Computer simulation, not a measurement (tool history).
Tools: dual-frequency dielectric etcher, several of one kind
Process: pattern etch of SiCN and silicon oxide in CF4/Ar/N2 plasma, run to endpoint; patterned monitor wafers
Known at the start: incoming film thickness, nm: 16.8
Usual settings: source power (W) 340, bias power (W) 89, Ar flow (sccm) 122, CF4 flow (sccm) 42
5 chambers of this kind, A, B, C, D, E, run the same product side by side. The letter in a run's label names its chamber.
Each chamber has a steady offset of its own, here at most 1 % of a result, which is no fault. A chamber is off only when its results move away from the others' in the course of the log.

run   hour  source power (W)  bias power (W)  Ar flow (sccm)  CF4 flow (sccm)  hours since the last wet clean  hours since the last source power generator calibration  hours since the last bias power generator calibration  hours since the last Ar flow controller change  hours since the last CF4 flow controller change  endpoint time (s)
 1B    4.9               340              89             122               42                            37.0                                                   1330.5                                                  483.2                                           985.1                                             35.3             25.487
 2E   10.2               340              89             122               42                           153.6                                                    850.0                                                  590.0                                           962.0                                            389.6             25.558
 3C   14.5               340              89             122               42                           314.2                                                   3222.9                                                  266.3                                          1523.7                                            341.3             25.820
 4D   19.4               340              89             122               42                           127.8                                                    162.2                                                 4161.1                                          2790.0                                           4364.2             25.898
 5A   24.2               340              89             122               42                            33.3                                                   3157.5                                                  138.9                                          2147.9                                            753.8             25.871
 6B   28.7               340              89             143               39                            60.8                                                   1354.3                                                  507.0                                          1008.9                                             59.1             26.210
 7C   32.7               340              89             143               39                           332.4                                                   3241.1                                                  284.5                                          1541.9                                            359.5             26.687
 8D   36.6               340              89             143               39                           145.0                                                    179.4                                                 4178.3                                          2807.2                                           4381.4             26.639
 9A   40.1               340              89             143               39                            49.2                                                   3173.4                                                  154.8                                          2163.8                                            769.7             26.990
10E   45.8               340              89             143               39                           189.2                                                    885.6                                                  625.6                                           997.6                                            425.2             26.402
11A   49.2               340              89             122               42                            58.3                                                   3182.5                                                  163.9                                          2172.9                                            778.8             26.083
12D   54.3               340              89             122               42                           162.7                                                    197.1                                                 4196.0                                          2824.9                                           4399.1             25.785
13B   59.3               340              89             122               42                            91.4                                                   1384.9                                                  537.6                                          1039.5                                             89.7             25.353
14C   61.8               340              89             122               42                           361.5                                                   3270.2                                                  313.6                                          1571.0                                            388.6             25.492
15E   65.2               340              89             122               42                           208.6                                                    905.0                                                  645.0                                          1017.0                                            444.6             25.557
16D   69.3               340              89             122               42                           177.7                                                    212.1                                                 4211.0                                          2839.9                                           4414.1             25.833
      70.6  -- chamber C: wet clean of the chamber
17A   71.8               340              89             122               42                            80.9                                                   3205.1                                                  186.5                                          2195.5                                            801.4             25.581
18B   77.4               340              89             122               42                           109.5                                                   1403.0                                                  555.7                                          1057.6                                            107.8             25.560
      80.4  -- chamber C: source power generator calibrated
19E   82.5               340              89             122               42                           225.9                                                    922.3                                                  662.3                                          1034.3                                            461.9             25.743
20C   85.5               340              97             150               42                            15.0                                                      5.1                                                  337.3                                          1594.7                                            412.3             25.556
21E   89.9               340              97             150               42                           233.3                                                    929.7                                                  669.7                                          1041.7                                            469.3             25.007
22C   93.9               340              97             150               42                            23.4                                                     13.5                                                  345.7                                          1603.1                                            420.7             25.998
23D   98.1               340              97             150               42                           206.5                                                    240.9                                                 4239.8                                          2868.7                                           4442.9             25.699
24B  100.8               340              97             150               42                           132.9                                                   1426.4                                                  579.1                                          1081.0                                            131.2             25.487
25A  105.3               340              89             122               42                           114.4                                                   3238.6                                                  220.0                                          2229.0                                            834.9             25.644
26D  110.3               340              89             122               42                           218.7                                                    253.1                                                 4252.0                                          2880.9                                           4455.1             25.944
27C  114.2               340              89             122               42                            43.7                                                     33.8                                                  366.0                                          1623.4                                            441.0             25.765
28E  118.0               260              89             122               33                           261.4                                                    957.8                                                  697.8                                          1069.8                                            497.4             33.363
     121.0  -- chamber D: bias power generator calibrated
29A  123.6               260              89             122               33                           132.7                                                   3256.9                                                  238.3                                          2247.3                                            853.2             33.628
30B  126.5               260              89             122               33                           158.6                                                   1452.1                                                  604.8                                          1106.7                                            156.9             33.728
31E  130.8               260              89             122               33                           274.2                                                    970.6                                                  710.6                                          1082.6                                            510.2             32.985
32D  134.6               260              89             122               33                           243.0                                                    277.4                                                   13.6                                          2905.2                                           4479.4             33.451
33B  138.7               340              89             122               42                           170.8                                                   1464.3                                                  617.0                                          1118.9                                            169.1             25.913
34C  142.8               340              89             122               42                            72.3                                                     62.4                                                  394.6                                          1652.0                                            469.6             25.647
35A  146.0               340              89             122               42                           155.1                                                   3279.3                                                  260.7                                          2269.7                                            875.6             25.742
36C  151.3               340              89             122               42                            80.8                                                     70.9                                                  403.1                                          1660.5                                            478.1             25.478
37A  156.0               340              89             122               42                           165.1                                                   3289.3                                                  270.7                                          2279.7                                            885.6             25.653

All 5 chambers run these settings next. Forecast each chamber's results:
38A  160.1               340             104             122               42                                                                                                                                                                                                                                                                   ?
38B  160.1               340             104             122               42                                                                                                                                                                                                                                                                   ?
38C  160.1               340             104             122               42                                                                                                                                                                                                                                                                   ?
38D  160.1               340             104             122               42                                                                                                                                                                                                                                                                   ?
38E  160.1               340             104             122               42                                                                                                                                                                                                                                                                   ?

run  endpoint time (s)
38A             24.106
38B             23.996
38C             24.296
38D             24.281
38E             24.221

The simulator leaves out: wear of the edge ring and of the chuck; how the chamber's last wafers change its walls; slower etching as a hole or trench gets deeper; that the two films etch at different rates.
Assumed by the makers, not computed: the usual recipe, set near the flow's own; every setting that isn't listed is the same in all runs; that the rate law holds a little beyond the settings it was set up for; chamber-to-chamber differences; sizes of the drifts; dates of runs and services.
